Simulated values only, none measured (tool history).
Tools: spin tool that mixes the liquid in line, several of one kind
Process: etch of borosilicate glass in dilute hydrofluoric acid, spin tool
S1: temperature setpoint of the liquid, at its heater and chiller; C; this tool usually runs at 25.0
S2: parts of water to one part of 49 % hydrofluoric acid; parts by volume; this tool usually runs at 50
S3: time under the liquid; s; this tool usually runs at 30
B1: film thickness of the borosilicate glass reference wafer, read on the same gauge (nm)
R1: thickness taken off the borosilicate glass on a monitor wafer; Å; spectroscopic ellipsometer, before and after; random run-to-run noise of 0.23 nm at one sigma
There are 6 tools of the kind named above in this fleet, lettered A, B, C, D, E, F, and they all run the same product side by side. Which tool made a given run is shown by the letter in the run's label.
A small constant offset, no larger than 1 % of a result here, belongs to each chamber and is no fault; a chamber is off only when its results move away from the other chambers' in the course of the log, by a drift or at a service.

| run | hour | S1 | S2 | S3 | B1 | R1 |
|---|---|---|---|---|---|---|
| 1E | 9.1 | 25.0 | 50 | 30 | 30.025 | 254.16 |
| 2D | 22.4 | 25.0 | 50 | 30 | 30.038 | 252.66 |
| 3B | 34.8 | 25.0 | 50 | 30 | 30.029 | 256.87 |
| 4A | 43.4 | 25.0 | 50 | 30 | 29.967 | 254.94 |
| 5F | 58.3 | 25.0 | 50 | 30 | 29.974 | 250.83 |
|  | 69.1 | chamber D: hydrofluoric acid flow meter replaced |
| 6C | 70.3 | 27.5 | 50 | 30 | 30.006 | 283.91 |
| 7A | 77.3 | 27.5 | 50 | 30 | 29.996 | 285.29 |
| 8B | 87.3 | 27.5 | 50 | 30 | 29.957 | 286.32 |
| 9C | 102.9 | 27.5 | 50 | 30 | 29.965 | 285.14 |
| 10E | 118.7 | 27.5 | 50 | 30 | 29.995 | 284.88 |
| 11F | 130.0 | 27.5 | 50 | 30 | 29.987 | 280.27 |
|  | 143.2 | chamber A: hydrofluoric acid flow meter replaced |
| 12D | 144.5 | 25.0 | 50 | 30 | 29.979 | 259.07 |
|  | 152.2 | chamber E: thermometer replaced |
| 13F | 152.7 | 25.0 | 60 | 20 | 29.998 | 140.15 |
| 14C | 168.5 | 25.0 | 60 | 20 | 30.048 | 141.00 |
| 15D | 180.3 | 25.0 | 60 | 20 | 30.011 | 140.40 |
| 16A | 196.0 | 25.0 | 60 | 20 | 29.978 | 139.80 |
| 17B | 208.0 | 25.0 | 60 | 20 | 30.000 | 137.27 |
|  | 214.7 | chamber C: hydrofluoric acid flow meter replaced |
| 18E | 219.7 | 25.0 | 60 | 20 | 29.961 | 140.44 |
| 19D | 232.0 | 25.0 | 50 | 30 | 30.000 | 255.04 |
| 20F | 247.0 | 25.0 | 50 | 30 | 30.012 | 251.18 |
| 21A | 255.6 | 25.0 | 50 | 30 | 30.030 | 257.99 |
| 22C | 268.4 | 25.0 | 50 | 30 | 29.997 | 257.27 |
| 23B | 278.0 | 25.0 | 50 | 30 | 30.013 | 253.80 |
| 24E | 285.2 | 25.0 | 50 | 30 | 30.004 | 259.55 |
| 25B | 293.2 | 25.0 | 50 | 30 | 29.982 | 260.02 |
| 26C | 308.1 | 25.0 | 50 | 30 | 29.994 | 252.49 |
| 27D | 322.9 | 25.0 | 50 | 30 | 29.987 | 252.18 |
|  | 323.7 | chamber B: thermometer replaced |
| 28A | 336.1 | 25.0 | 50 | 30 | 29.972 | 258.58 |
| 29F | 343.3 | 25.0 | 50 | 30 | 30.007 | 238.03 |
|  | 358.6 | chamber B: hydrofluoric acid flow meter replaced |
| 30E | 358.8 | 25.0 | 50 | 30 | 30.024 | 257.71 |
| 31D | 367.4 | 25.0 | 50 | 30 | 29.940 | 259.08 |
| 32A | 379.3 | 25.0 | 50 | 30 | 29.992 | 256.30 |
| 33C | 392.7 | 25.0 | 50 | 30 | 29.982 | 255.44 |
| 34E | 402.3 | 30.0 | 70 | 30 | 29.927 | 218.77 |
| 35B | 411.4 | 30.0 | 70 | 30 | 30.007 | 214.15 |
| 36F | 418.4 | 30.0 | 70 | 30 | 29.988 | 203.47 |
| 37A | 431.3 | 30.0 | 70 | 30 | 30.032 | 215.47 |
| 38B | 443.5 | 30.0 | 70 | 30 | 30.027 | 213.27 |

Is one chamber out of step, is the gauge drifting, or do the chambers differ by no more than their own small offsets? For an off chamber, give its letter and the likeliest cause.

Chamber F drifts away from the others.
Likeliest cause: liquid colder than its thermometer reads (K) = 2.34.
It could be hard to tell apart here from: hydrofluoric acid flow below the setpoint (%).

Here are 4 candidates for chamber F's next run, each the usual settings with a change, their results left as question marks. Which one brings its results back in line with what the others give on the usual settings?
In line here means within this much of the mean the other chambers give on the usual settings: R1 7.90 Å
| 39F-1 | 454.9 | 24.0 | 50 | 30 |  | ? |
| 39F-2 | 454.9 | 26.0 | 50 | 30 |  | ? |
| 39F-3 | 454.9 | 25.0 | 55 | 30 |  | ? |
| 39F-4 | 454.9 | 27.5 | 50 | 30 |  | ? |

What the other chambers average on the usual settings: R1 256.10 Å
| run | R1 |
|---|---|
| 39F-1 | 224.22 |
| 39F-2 | 243.77 |
| 39F-3 | 211.39 |
| 39F-4 | 259.35 |
39F-4 brings the chamber back in line.

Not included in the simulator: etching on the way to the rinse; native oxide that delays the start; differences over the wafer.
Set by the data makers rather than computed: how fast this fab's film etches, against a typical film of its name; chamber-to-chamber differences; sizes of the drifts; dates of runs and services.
